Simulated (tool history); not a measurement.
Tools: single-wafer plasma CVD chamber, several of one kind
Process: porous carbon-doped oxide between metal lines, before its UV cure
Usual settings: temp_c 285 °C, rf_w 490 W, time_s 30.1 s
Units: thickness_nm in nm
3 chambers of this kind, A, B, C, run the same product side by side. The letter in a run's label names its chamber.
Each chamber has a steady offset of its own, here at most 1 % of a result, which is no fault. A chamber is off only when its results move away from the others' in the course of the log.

run	hour	temp_c	rf_w	time_s	read-back reference wafer on the same gauge, thickness_nm	thickness_nm
1A	7.1	285	490	30.1	148.89	176.86
2C	10.4	285	490	30.1	148.87	176.41
3B	15.7	285	490	30.1	149	174.55
4A	20.6	285	490	30.1	148.93	176.4
5B	27.4	285	490	30.1	148.98	174.16
6C	34.2	285	490	30.1	149.18	175
7C	37.8	285	490	30.1	148.91	175.95
# hour 40.3: chamber C: RF generator calibrated
8A	44.5	285	490	30.1	149.03	177.6
9B	49.8	285	490	30.1	149.14	174.74
10C	56.1	285	490	30.1	148.78	174.76
11B	60.3	285	490	35.5	149.05	205.66
12A	66.7	285	490	35.5	148.94	207.71
13A	70.4	285	490	35.5	148.86	209.69
14B	76.2	285	490	30.1	149	176.31
15C	81.8	285	490	30.1	149.04	175.46
16A	86.5	285	490	30.1	149.19	176.83
17B	91.5	285	490	30.1	148.89	175.07
18C	98.7	285	490	30.1	148.92	175.23
19C	102.9	285	490	30.1	148.69	175.77
20B	109.4	285	490	30.1	149.02	173.21
21A	114.2	290	490	24.4	148.9	138.31
22C	119.1	290	490	24.4	149.11	137.83
23B	124	290	490	24.4	148.74	138.71
24A	127.8	297	490	30.1	149.03	165.72
25C	134.5	297	490	30.1	149.04	162.97
26B	138.2	297	490	30.1	149.16	163.31
27A	141.9	285	490	30.1	149.03	175.95
28A	147.1	285	490	30.1	149.04	176.38

Is one chamber off against the others, does the gauge drift, or is nothing wrong? If a chamber is off, say which, and what the likeliest cause is.

No chamber stands off beyond its own small offset, and the gauge holds steady.
